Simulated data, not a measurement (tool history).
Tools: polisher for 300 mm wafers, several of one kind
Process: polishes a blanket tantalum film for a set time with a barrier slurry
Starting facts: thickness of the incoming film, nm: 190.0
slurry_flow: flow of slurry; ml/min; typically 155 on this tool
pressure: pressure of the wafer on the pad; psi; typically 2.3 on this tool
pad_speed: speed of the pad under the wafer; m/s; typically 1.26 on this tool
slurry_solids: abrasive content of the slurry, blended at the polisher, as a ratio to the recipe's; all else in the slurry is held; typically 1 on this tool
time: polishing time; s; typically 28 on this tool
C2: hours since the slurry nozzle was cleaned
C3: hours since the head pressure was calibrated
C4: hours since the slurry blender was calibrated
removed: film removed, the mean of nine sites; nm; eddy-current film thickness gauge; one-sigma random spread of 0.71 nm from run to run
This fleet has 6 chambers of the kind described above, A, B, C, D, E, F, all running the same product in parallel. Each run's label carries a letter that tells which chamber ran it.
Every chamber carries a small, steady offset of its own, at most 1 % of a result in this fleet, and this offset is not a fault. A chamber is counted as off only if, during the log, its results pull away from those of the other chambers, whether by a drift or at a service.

At hour 3.9: chamber E: worn pad replaced by a new one.
At hour 3.9: chamber C: worn pad replaced by a new one.
Run 1A, hour 3.9: usual settings; wafers polished on this pad 637; C2 480.1; C3 86.1; C4 173.5. Result: removed 66.74 nm.
Run 2F, hour 7.3: usual settings; wafers polished on this pad 627; C2 269.3; C3 535.9; C4 36.7. Result: removed 67.336 nm.
Run 3E, hour 11.3: usual settings; wafers polished on this pad 86; C2 347.5; C3 121.8; C4 134. Result: removed 65.676 nm.
Run 4C, hour 17.6: usual settings; wafers polished on this pad 160; C2 141.8; C3 176; C4 108.8. Result: removed 66.972 nm.
Run 5D, hour 23.3: usual settings; wafers polished on this pad 588; C2 591.5; C3 527.3; C4 263.7. Result: removed 65.616 nm.
Run 6B, hour 28.7: usual settings; wafers polished on this pad 575; C2 627.6; C3 265.8; C4 135.5. Result: removed 66.934 nm.
At hour 29.9: chamber D: worn pad replaced by a new one.
At hour 30.8: chamber A: worn pad replaced by a new one.
Run 7A, hour 31.9: usual settings; wafers polished on this pad 13; C2 508.1; C3 114.1; C4 201.5. Result: removed 67.407 nm.
Run 8D, hour 36: usual settings; wafers polished on this pad 71; C2 604.2; C3 540; C4 276.4. Result: removed 66.76 nm.
Run 9B, hour 39.3: usual settings; wafers polished on this pad 698; C2 638.2; C3 276.4; C4 146.1. Result: removed 67.69 nm.
Run 10C, hour 43.9: usual settings; wafers polished on this pad 465; C2 168.1; C3 202.3; C4 135.1. Result: removed 69.098 nm.
At hour 44: chamber C: worn pad replaced by a new one.
Run 11F, hour 49.6: usual settings; wafers polished on this pad 1118; C2 311.6; C3 578.2; C4 79. Result: removed 67.437 nm.
At hour 50.7: chamber F: head pressure recalibrated.
Run 12E, hour 56.6: usual settings; wafers polished on this pad 612; C2 392.8; C3 167.1; C4 179.3. Result: removed 66.681 nm.
At hour 60.7: chamber B: slurry nozzle cleaned.
Run 13F, hour 62: usual settings; wafers polished on this pad 1262; C2 324; C3 11.3; C4 91.4. Result: removed 67.034 nm.
Run 14E, hour 68: usual settings; wafers polished on this pad 745; C2 404.2; C3 178.5; C4 190.7. Result: removed 67.789 nm.
Run 15B, hour 71.9: usual settings; wafers polished on this pad 1076; C2 11.2; C3 309; C4 178.7. Result: removed 67.612 nm.
At hour 74.3: chamber D: worn pad replaced by a new one.
Run 16C, hour 77.9: usual settings; wafers polished on this pad 394; C2 202.1; C3 236.3; C4 169.1. Result: removed 67.837 nm.
Run 17A, hour 81.1: usual settings but slurry_solids 0.85; wafers polished on this pad 584; C2 557.3; C3 163.3; C4 250.7. Result: removed 64.49 nm.
At hour 82.1: chamber B: worn pad replaced by a new one.
Run 18D, hour 84.4: usual settings but slurry_solids 0.85; wafers polished on this pad 117; C2 652.6; C3 588.4; C4 324.8. Result: removed 62.915 nm.
At hour 87.4: chamber F: slurry blender recalibrated.
At hour 87.8: chamber C: worn pad replaced by a new one.
Run 19B, hour 89.6: usual settings but slurry_solids 0.85; wafers polished on this pad 88; C2 28.9; C3 326.7; C4 196.4. Result: removed 64.048 nm.
Run 20E, hour 92.8: usual settings but slurry_solids 0.85; wafers polished on this pad 1033; C2 429; C3 203.3; C4 215.5. Result: removed 63.033 nm.
At hour 96.5: chamber E: slurry blender recalibrated.
Run 21C, hour 97.8: usual settings but slurry_solids 0.85; wafers polished on this pad 116; C2 222; C3 256.2; C4 189. Result: removed 64.153 nm.
Run 22F, hour 101.8: usual settings but slurry_solids 0.85; wafers polished on this pad 1725; C2 363.8; C3 51.1; C4 14.5. Result: removed 62.237 nm.
Run 23D, hour 107.1: usual settings; wafers polished on this pad 380; C2 675.3; C3 611.1; C4 347.5. Result: removed 65.707 nm.
At hour 107.6: chamber A: worn pad replaced by a new one.
At hour 108.8: chamber E: worn pad replaced by a new one.
Run 24A, hour 110.6: usual settings; wafers polished on this pad 35; C2 586.8; C3 192.8; C4 280.2. Result: removed 67.787 nm.
At hour 112.9: chamber D: slurry nozzle cleaned.
Run 25E, hour 117.4: usual settings; wafers polished on this pad 100; C2 453.6; C3 227.9; C4 20.9. Result: removed 65.985 nm.
Run 26D, hour 123.3: usual settings; wafers polished on this pad 569; C2 10.4; C3 627.3; C4 363.7. Result: removed 66.578 nm.
Run 27F, hour 127.3: usual settings; wafers polished on this pad 2021; C2 389.3; C3 76.6; C4 40. Result: removed 63.695 nm.
At hour 128.2: chamber D: worn pad replaced by a new one.
Run 28B, hour 134: usual settings; wafers polished on this pad 603; C2 73.3; C3 371.1; C4 240.8. Result: removed 67.771 nm.
At hour 136.3: chamber C: worn pad replaced by a new one.
Run 29A, hour 138.6: usual settings; wafers polished on this pad 360; C2 614.8; C3 220.8; C4 308.2. Result: removed 66.717 nm.
At hour 142.1: chamber D: slurry blender recalibrated.
At hour 144: chamber E: slurry nozzle cleaned.
Run 30C, hour 144.8: usual settings but pressure 2.6 psi, pad_speed 1.42 m/s; wafers polished on this pad 99; C2 269; C3 303.2; C4 236. Result: removed 86.85 nm.
Run 31D, hour 150.8: usual settings but pressure 2.6 psi, pad_speed 1.42 m/s; wafers polished on this pad 262; C2 37.9; C3 654.8; C4 8.8. Result: removed 84.182 nm.
Run 32B, hour 156.6: usual settings but pressure 2.6 psi, pad_speed 1.42 m/s; wafers polished on this pad 866; C2 95.9; C3 393.7; C4 263.4. Result: removed 86.54 nm.
Run 33E, hour 163: usual settings but pressure 2.6 psi, pad_speed 1.42 m/s; wafers polished on this pad 630; C2 19.1; C3 273.5; C4 66.5. Result: removed 85.947 nm.
Run 34A, hour 167: usual settings but pressure 2.6 psi, pad_speed 1.42 m/s; wafers polished on this pad 690; C2 643.2; C3 249.2; C4 336.6. Result: removed 86.343 nm.
Run 35C, hour 171.8: usual settings but pressure 2.6 psi, pad_speed 1.42 m/s; wafers polished on this pad 412; C2 296; C3 330.2; C4 263. Result: removed 86.02 nm.
At hour 172.4: chamber D: worn pad replaced by a new one.
Run 36F, hour 177: usual settings but pressure 2.7 psi, pad_speed 1.66 m/s; wafers polished on this pad 2598; C2 439; C3 126.3; C4 89.7. Result: removed 94.368 nm.
Run 37F, hour 180.5: usual settings but pressure 2.7 psi, pad_speed 1.66 m/s; wafers polished on this pad 2639; C2 442.5; C3 129.8; C4 93.2. Result: removed 93.149 nm.
Run 38D, hour 186: usual settings but pressure 2.7 psi, pad_speed 1.66 m/s; wafers polished on this pad 158; C2 73.1; C3 690; C4 44. Result: removed 103.89 nm.
At hour 187.8: chamber A: worn pad replaced by a new one.
Run 39E, hour 189.5: usual settings but pressure 2.7 psi, pad_speed 1.66 m/s; wafers polished on this pad 938; C2 45.6; C3 300; C4 93. Result: removed 103.23 nm.
Run 40A, hour 194.3: usual settings but pressure 2.7 psi, pad_speed 1.66 m/s; wafers polished on this pad 76; C2 670.5; C3 276.5; C4 363.9. Result: removed 104.42 nm.

Does one chamber stand apart from the rest, does the shared gauge drift, or is all well apart from small per-chamber offsets? Give the chamber and the most likely cause, where there is one.

Little by little, chamber F moves away from the other chambers.
Most likely cause: removal rate lost through wear of the pad, % = 11.3.
With only this log, it may be confused with: slurry flow missing at the pad, %; head's pressure below its setpoint, %.

Chamber F could run next with any of the 4 candidate recipes listed below; each alters the usual settings, and their results appear as question marks. Which one brings its results back in line with what the other chambers deliver on the usual settings?
In line here means within this much of the mean the other chambers give on the usual settings: removed 2.5 nm
Run 41F-1, hour 199.4: usual settings but slurry_solids 1.05, time 36 s. Result: removed ?.
Run 41F-2, hour 199.4: usual settings but pressure 2.2 psi, pad_speed 1.22 m/s, time 27 s. Result: removed ?.
Run 41F-3, hour 199.4: usual settings but pressure 2.4 psi, pad_speed 1.3 m/s, time 29 s. Result: removed ?.
Run 41F-4, hour 199.4: usual settings but slurry_flow 150 ml/min, slurry_solids 0.95, time 22 s. Result: removed ?.

On the usual settings, the other chambers give on average: removed 67.205 nm
  run  removed
41F-1   77.576
41F-2   53.152
41F-3   66.375
41F-4   45.816
Change 41F-3 lands the chamber within the allowed miss of the other chambers.
